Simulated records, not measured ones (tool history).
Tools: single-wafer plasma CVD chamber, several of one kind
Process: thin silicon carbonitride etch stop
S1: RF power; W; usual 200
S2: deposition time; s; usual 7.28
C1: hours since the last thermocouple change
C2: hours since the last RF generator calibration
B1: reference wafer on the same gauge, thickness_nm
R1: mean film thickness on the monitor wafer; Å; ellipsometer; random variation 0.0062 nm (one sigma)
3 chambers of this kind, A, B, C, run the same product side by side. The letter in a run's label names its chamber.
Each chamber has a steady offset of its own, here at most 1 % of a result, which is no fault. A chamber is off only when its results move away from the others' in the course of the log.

Run 1B, hour 7: usual settings; C1 400.7; C2 907.4; B1 4.091. Result: R1 41.223 Å.
Run 2A, hour 12.4: usual settings; C1 1096.2; C2 448.3; B1 4.0914. Result: R1 41.351 Å.
Run 3C, hour 19.2: usual settings; C1 715.7; C2 882.9; B1 4.0879. Result: R1 41.073 Å.
Run 4C, hour 27.9: usual settings; C1 724.4; C2 891.6; B1 4.0879. Result: R1 41.041 Å.
Run 5A, hour 33.9: usual settings but S1 230 W; C1 1117.7; C2 469.8; B1 4.0873. Result: R1 42.968 Å.
Run 6B, hour 40.3: usual settings but S1 230 W; C1 434; C2 940.7; B1 4.086. Result: R1 42.91 Å.
Run 7A, hour 47.6: usual settings but S1 230 W; C1 1131.4; C2 483.5; B1 4.0862. Result: R1 43.096 Å.
Run 8C, hour 53.8: usual settings; C1 750.3; C2 917.5; B1 4.0866. Result: R1 41.119 Å.
Run 9B, hour 60.1: usual settings; C1 453.8; C2 960.5; B1 4.0847. Result: R1 41.066 Å.
At hour 61.4: chamber B: RF generator calibrated.
Run 10C, hour 70.4: usual settings; C1 766.9; C2 934.1; B1 4.0852. Result: R1 41.181 Å.
Run 11B, hour 76.5: usual settings; C1 470.2; C2 15.1; B1 4.0831. Result: R1 41.074 Å.
Run 12A, hour 81.7: usual settings; C1 1165.5; C2 517.6; B1 4.0827. Result: R1 41.339 Å.
Run 13C, hour 92: usual settings; C1 788.5; C2 955.7; B1 4.0814. Result: R1 41.069 Å.
Run 14B, hour 99.7: usual settings but S1 165 W; C1 493.4; C2 38.3; B1 4.0812. Result: R1 38.822 Å.
Run 15A, hour 110.2: usual settings but S1 165 W; C1 1194; C2 546.1; B1 4.0801. Result: R1 38.859 Å.
Run 16A, hour 116: usual settings but S1 165 W; C1 1199.8; C2 551.9; B1 4.0788. Result: R1 38.841 Å.
Run 17B, hour 127.9: usual settings; C1 521.6; C2 66.5; B1 4.0767. Result: R1 41.049 Å.
Run 18C, hour 138.7: usual settings; C1 835.2; C2 1002.4; B1 4.0779. Result: R1 41.101 Å.
Run 19B, hour 146.8: usual settings; C1 540.5; C2 85.4; B1 4.0755. Result: R1 41.054 Å.
Run 20A, hour 158.5: usual settings; C1 1242.3; C2 594.4; B1 4.0767. Result: R1 41.225 Å.
Run 21C, hour 165.3: usual settings; C1 861.8; C2 1029; B1 4.0744. Result: R1 41.05 Å.
Run 22C, hour 176.1: usual settings; C1 872.6; C2 1039.8; B1 4.0735. Result: R1 40.955 Å.
Run 23A, hour 187.9: usual settings but S1 165 W; C1 1271.7; C2 623.8; B1 4.0733. Result: R1 38.909 Å.
Run 24B, hour 195.9: usual settings but S1 165 W; C1 589.6; C2 134.5; B1 4.0733. Result: R1 38.668 Å.
Run 25B, hour 204.2: usual settings but S1 165 W; C1 597.9; C2 142.8; B1 4.0701. Result: R1 38.726 Å.
Run 26A, hour 213: usual settings; C1 1296.8; C2 648.9; B1 4.0691. Result: R1 41.206 Å.
Run 27C, hour 218.5: usual settings; C1 915; C2 1082.2; B1 4.07. Result: R1 41.014 Å.
Run 28C, hour 228.8: usual settings; C1 925.3; C2 1092.5; B1 4.0688. Result: R1 41.008 Å.
Run 29B, hour 239.2: usual settings; C1 632.9; C2 177.8; B1 4.0672. Result: R1 40.94 Å.
Run 30A, hour 246: usual settings; C1 1329.8; C2 681.9; B1 4.0677. Result: R1 41.023 Å.
Run 31A, hour 256.2: usual settings; C1 1340; C2 692.1; B1 4.0661. Result: R1 41.089 Å.
Run 32C, hour 264.1: usual settings but S1 170 W, S2 6.04 s; C1 960.6; C2 1127.8; B1 4.0674. Result: R1 32.28 Å.

Next, every chamber runs the same settings. What will each give?
Run 33A, hour 272.7: usual settings. Result: R1 ?.
Run 33B, hour 272.7: usual settings. Result: R1 ?.
Run 33C, hour 272.7: usual settings. Result: R1 ?.

run      R1
33A  41.056
33B  40.877
33C  40.904

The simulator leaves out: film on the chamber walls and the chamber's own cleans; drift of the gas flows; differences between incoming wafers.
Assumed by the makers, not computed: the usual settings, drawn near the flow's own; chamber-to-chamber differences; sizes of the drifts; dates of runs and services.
